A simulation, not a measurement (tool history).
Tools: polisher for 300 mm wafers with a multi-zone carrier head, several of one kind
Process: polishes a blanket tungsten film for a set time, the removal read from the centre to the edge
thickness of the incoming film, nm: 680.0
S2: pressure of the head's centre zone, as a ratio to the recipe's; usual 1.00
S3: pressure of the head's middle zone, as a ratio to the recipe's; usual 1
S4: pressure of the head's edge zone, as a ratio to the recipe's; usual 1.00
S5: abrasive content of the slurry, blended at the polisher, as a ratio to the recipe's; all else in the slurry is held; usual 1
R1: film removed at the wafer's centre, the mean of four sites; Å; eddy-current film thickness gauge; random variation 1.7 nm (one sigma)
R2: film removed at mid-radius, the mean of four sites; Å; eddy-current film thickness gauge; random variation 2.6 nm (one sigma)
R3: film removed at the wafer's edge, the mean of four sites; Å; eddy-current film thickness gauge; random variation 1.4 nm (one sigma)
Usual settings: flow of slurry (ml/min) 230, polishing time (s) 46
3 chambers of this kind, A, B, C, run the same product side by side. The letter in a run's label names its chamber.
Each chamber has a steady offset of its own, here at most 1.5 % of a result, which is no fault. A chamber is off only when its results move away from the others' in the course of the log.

{"run": "1B", "hour": 3.6, "flow of slurry (ml/min)": 230, "S2": 1.0, "S3": 1, "S4": 1.0, "S5": 1, "polishing time (s)": 46, "R1": 2063.3, "R2": 1998.6, "R3": 2003.1}
{"run": "2A", "hour": 8.2, "flow of slurry (ml/min)": 230, "S2": 1.0, "S3": 1, "S4": 1.0, "S5": 1, "polishing time (s)": 46, "R1": 2044.2, "R2": 2033.1, "R3": 2023.5}
{"hour": 11.1, "done": "chamber A: worn pad replaced by a new one"}
{"run": "3C", "hour": 12.7, "flow of slurry (ml/min)": 230, "S2": 1.0, "S3": 1, "S4": 1.0, "S5": 1, "polishing time (s)": 46, "R1": 2020.7, "R2": 2034.7, "R3": 2040.9}
{"hour": 15.0, "done": "chamber C: worn pad replaced by a new one"}
{"run": "4A", "hour": 16.5, "flow of slurry (ml/min)": 230, "S2": 1.0, "S3": 1, "S4": 1.0, "S5": 1, "polishing time (s)": 46, "R1": 2026.3, "R2": 2023.1, "R3": 2016.5}
{"run": "5C", "hour": 21.2, "flow of slurry (ml/min)": 230, "S2": 1.0, "S3": 1, "S4": 1.0, "S5": 1, "polishing time (s)": 46, "R1": 2028.9, "R2": 2067.7, "R3": 2034.4}
{"run": "6B", "hour": 26.7, "flow of slurry (ml/min)": 230, "S2": 1.0, "S3": 1, "S4": 1.0, "S5": 1, "polishing time (s)": 46, "R1": 2072.5, "R2": 2009.6, "R3": 2005.1}
{"run": "7B", "hour": 29.8, "flow of slurry (ml/min)": 230, "S2": 1.06, "S3": 1, "S4": 1.0, "S5": 1, "polishing time (s)": 46, "R1": 2163.3, "R2": 1977.9, "R3": 2024.3}
{"run": "8A", "hour": 34.3, "flow of slurry (ml/min)": 230, "S2": 1.06, "S3": 1, "S4": 1.0, "S5": 1, "polishing time (s)": 46, "R1": 2121.8, "R2": 2004.5, "R3": 2034.9}
{"run": "9C", "hour": 37.1, "flow of slurry (ml/min)": 230, "S2": 1.06, "S3": 1, "S4": 1.0, "S5": 1, "polishing time (s)": 46, "R1": 2161.4, "R2": 2034.5, "R3": 2021.7}
{"run": "10C", "hour": 41.9, "flow of slurry (ml/min)": 230, "S2": 1.0, "S3": 1, "S4": 1.0, "S5": 1, "polishing time (s)": 46, "R1": 2051.6, "R2": 2043.0, "R3": 2028.0}
{"run": "11B", "hour": 46.7, "flow of slurry (ml/min)": 230, "S2": 1.0, "S3": 1, "S4": 1.0, "S5": 1, "polishing time (s)": 46, "R1": 2032.4, "R2": 2025.9, "R3": 2009.0}
{"hour": 48.2, "done": "chamber B: centre zone pressure recalibrated"}
{"run": "12A", "hour": 49.6, "flow of slurry (ml/min)": 230, "S2": 1.0, "S3": 1, "S4": 1.0, "S5": 1, "polishing time (s)": 46, "R1": 1969.8, "R2": 2038.3, "R3": 2017.9}
{"run": "13A", "hour": 52.3, "flow of slurry (ml/min)": 230, "S2": 1.0, "S3": 1, "S4": 1.0, "S5": 1, "polishing time (s)": 46, "R1": 1974.7, "R2": 2059.0, "R3": 2047.7}
{"run": "14B", "hour": 57.6, "flow of slurry (ml/min)": 230, "S2": 1.0, "S3": 1, "S4": 1.0, "S5": 1, "polishing time (s)": 46, "R1": 2079.7, "R2": 1980.2, "R3": 2021.4}
{"run": "15C", "hour": 61.8, "flow of slurry (ml/min)": 230, "S2": 1.0, "S3": 1, "S4": 1.0, "S5": 1, "polishing time (s)": 46, "R1": 2023.1, "R2": 2089.6, "R3": 2023.0}
{"hour": 64.9, "done": "chamber B: worn pad replaced by a new one"}
{"run": "16B", "hour": 66.2, "flow of slurry (ml/min)": 230, "S2": 1.0, "S3": 1, "S4": 1.0, "S5": 1, "polishing time (s)": 34, "R1": 1518.1, "R2": 1515.1, "R3": 1484.2}
{"run": "17C", "hour": 71.0, "flow of slurry (ml/min)": 230, "S2": 1.0, "S3": 1, "S4": 1.0, "S5": 1, "polishing time (s)": 34, "R1": 1507.4, "R2": 1533.5, "R3": 1519.1}
{"hour": 74.3, "done": "chamber A: worn pad replaced by a new one"}
{"run": "18A", "hour": 75.9, "flow of slurry (ml/min)": 230, "S2": 1.0, "S3": 1, "S4": 1.0, "S5": 1, "polishing time (s)": 34, "R1": 1427.4, "R2": 1476.1, "R3": 1488.7}
{"hour": 77.3, "done": "chamber C: worn pad replaced by a new one"}
{"run": "19C", "hour": 79.5, "flow of slurry (ml/min)": 230, "S2": 1.0, "S3": 1, "S4": 1.0, "S5": 1, "polishing time (s)": 46, "R1": 2058.2, "R2": 2011.7, "R3": 2034.1}
{"run": "20A", "hour": 83.9, "flow of slurry (ml/min)": 230, "S2": 1.0, "S3": 1, "S4": 1.0, "S5": 1, "polishing time (s)": 46, "R1": 1908.3, "R2": 2016.4, "R3": 2011.2}
{"run": "21B", "hour": 89.8, "flow of slurry (ml/min)": 230, "S2": 1.0, "S3": 1, "S4": 1.0, "S5": 1, "polishing time (s)": 46, "R1": 2037.9, "R2": 2010.4, "R3": 2000.9}
{"run": "22A", "hour": 95.1, "flow of slurry (ml/min)": 230, "S2": 1.0, "S3": 1, "S4": 1.0, "S5": 1, "polishing time (s)": 46, "R1": 1870.0, "R2": 1984.5, "R3": 2008.1}
{"run": "23B", "hour": 98.8, "flow of slurry (ml/min)": 230, "S2": 1.0, "S3": 1, "S4": 1.0, "S5": 1, "polishing time (s)": 46, "R1": 2042.8, "R2": 2015.2, "R3": 2038.7}

All 3 chambers run these settings next. Forecast each chamber's results:
{"run": "24A", "hour": 103.1, "flow of slurry (ml/min)": 230, "S2": 1.0, "S3": 1, "S4": 0.91, "S5": 1, "polishing time (s)": 46, "R1": "?", "R2": "?", "R3": "?"}
{"run": "24B", "hour": 103.1, "flow of slurry (ml/min)": 230, "S2": 1.0, "S3": 1, "S4": 0.91, "S5": 1, "polishing time (s)": 46, "R1": "?", "R2": "?", "R3": "?"}
{"run": "24C", "hour": 103.1, "flow of slurry (ml/min)": 230, "S2": 1.0, "S3": 1, "S4": 0.91, "S5": 1, "polishing time (s)": 46, "R1": "?", "R2": "?", "R3": "?"}

run=24A R1=1871.1 R2=1985.6 R3=1910.3
run=24B R1=2046.0 R2=1980.9 R3=1890.6
run=24C R1=2036.9 R2=2025.9 R3=1928.3
